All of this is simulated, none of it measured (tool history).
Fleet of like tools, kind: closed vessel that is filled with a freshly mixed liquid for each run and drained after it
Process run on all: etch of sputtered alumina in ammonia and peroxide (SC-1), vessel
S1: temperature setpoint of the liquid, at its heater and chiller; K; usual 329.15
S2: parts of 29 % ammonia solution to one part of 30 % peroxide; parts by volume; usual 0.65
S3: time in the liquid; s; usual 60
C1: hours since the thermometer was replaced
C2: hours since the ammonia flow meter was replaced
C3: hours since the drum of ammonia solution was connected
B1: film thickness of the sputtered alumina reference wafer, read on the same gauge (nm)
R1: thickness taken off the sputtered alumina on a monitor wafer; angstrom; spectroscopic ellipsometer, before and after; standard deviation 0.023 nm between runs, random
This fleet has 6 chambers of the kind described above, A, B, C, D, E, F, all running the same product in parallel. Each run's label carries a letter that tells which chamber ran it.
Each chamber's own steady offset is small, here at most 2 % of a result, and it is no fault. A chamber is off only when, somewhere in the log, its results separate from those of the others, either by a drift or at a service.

run   hour      S1    S2  S3      C1      C2      C3      B1      R1
 1B    2.4  329.15  0.65  60   286.9  1152.6    68.3  80.003  41.483
 2D    5.4  329.15  0.65  60   914.3   636.4   865.9  80.005  42.097
 3C    7.8  329.15  0.65  60   764.7    12.1    44.9  80.006  42.668
 4F   12.2  329.15  0.65  60  2246.1   636.1   390.8  80.004  41.393
 5E   16.7  329.15  0.65  60   158.8   278.7  1038.9  79.997    42.6
 6A   18.8  329.15  0.65  60   210.1     746   422.6  80.003  42.042
      22.3  -- chamber F: thermometer replaced
 7D   22.7  329.15  0.65  60   931.6   653.7   883.2  80.007  42.142
 8E   25.8  329.15  0.65  60   167.9   287.8    1048  79.999  42.228
 9C   30.3  329.15  0.65  60   787.2    34.6    67.4  80.007  42.491
10F   33.8  329.15  0.65  60    11.5   657.7   412.4  80.003  41.622
11B   36.2  329.15  0.65  60   320.7  1186.4   102.1  79.999  41.512
12A   40.1  329.15  0.65  60   231.4   767.3   443.9      80  41.919
13E   44.4  329.15  0.65  45   186.5   306.4  1066.6  79.998   31.73
14D   48.9  329.15  0.65  45   957.8   679.9   909.4  79.992  31.383
15C     51  329.15  0.65  45   807.9    55.3    88.1  79.984   31.59
16F     53  329.15  0.65  45    30.7   676.9   431.6  79.999   31.19
17A   56.4  329.15  0.65  45   247.7   783.6   460.2  80.007  31.541
18B   60.3  329.15  0.65  45   344.8  1210.5   126.2  79.993  31.285
19C   64.2  329.15  0.65  60   821.1    68.5   101.3  79.998  42.192
20A   67.8  329.15  0.65  60   259.1     795   471.6  80.006  42.014
21F   71.2  329.15  0.65  60    48.9   695.1   449.8  80.022  41.801
22E   74.3  329.15  0.65  60   216.4   336.3  1096.5  79.989  42.905
23B   77.9  329.15   0.8  50   362.4  1228.1   143.8  80.001  35.539
24D   80.3  329.15   0.8  50   989.2   711.3   940.8  79.993  35.585
25C     84  329.15   0.8  50   840.9    88.3   121.1  80.012  36.071
26F     88  329.15   0.8  50    65.7   711.9   466.6  79.996  35.754
27A   90.2  329.15   0.8  50   281.5   817.4     494  80.008  35.435
28B   94.8  329.15   0.8  50   379.3    1245   160.7      80  35.429
29E   97.5  329.15  0.85  60   239.6   359.5  1119.7  79.985  45.152
30D  101.7  329.15  0.85  60  1010.6   732.7   962.2  80.003  42.781
31A  104.9  329.15  0.85  60   296.2   832.1   508.7  80.001  43.114
     107.9  -- chamber E: new drum of ammonia solution connected
32B  109.1  329.15  0.85  60   393.6  1259.3     175  79.996  42.572
33F  112.7  329.15  0.85  60    90.4   736.6   491.3  79.982   43.03
34C  116.5  329.15  0.85  60   873.4   120.8   153.6  79.976  43.517
35E  118.6  329.15  0.65  60   260.7   380.6    10.7  80.003  44.409
36D  122.4  329.15  0.65  60  1031.3   753.4   982.9  80.005  41.826
37E  126.7  329.15  0.65  60   268.8   388.7    18.8  79.978  44.447
38D  131.1  329.15  0.65  60    1040   762.1   991.6  80.013  41.838
39C  135.5  329.15  0.65  60   892.4   139.8   172.6      80   42.22

Next, every chamber runs the same settings. What will each give?
40A  138.8  329.15  0.65  60                   ?
40B  138.8  329.15  0.65  60                   ?
40C  138.8  329.15  0.65  60                   ?
40D  138.8  329.15  0.65  60                   ?
40E  138.8  329.15  0.65  60                   ?
40F  138.8  329.15  0.65  60                   ?

run      R1
40A  41.732
40B   41.81
40C  42.332
40D  41.821
40E  45.082
40F  41.673
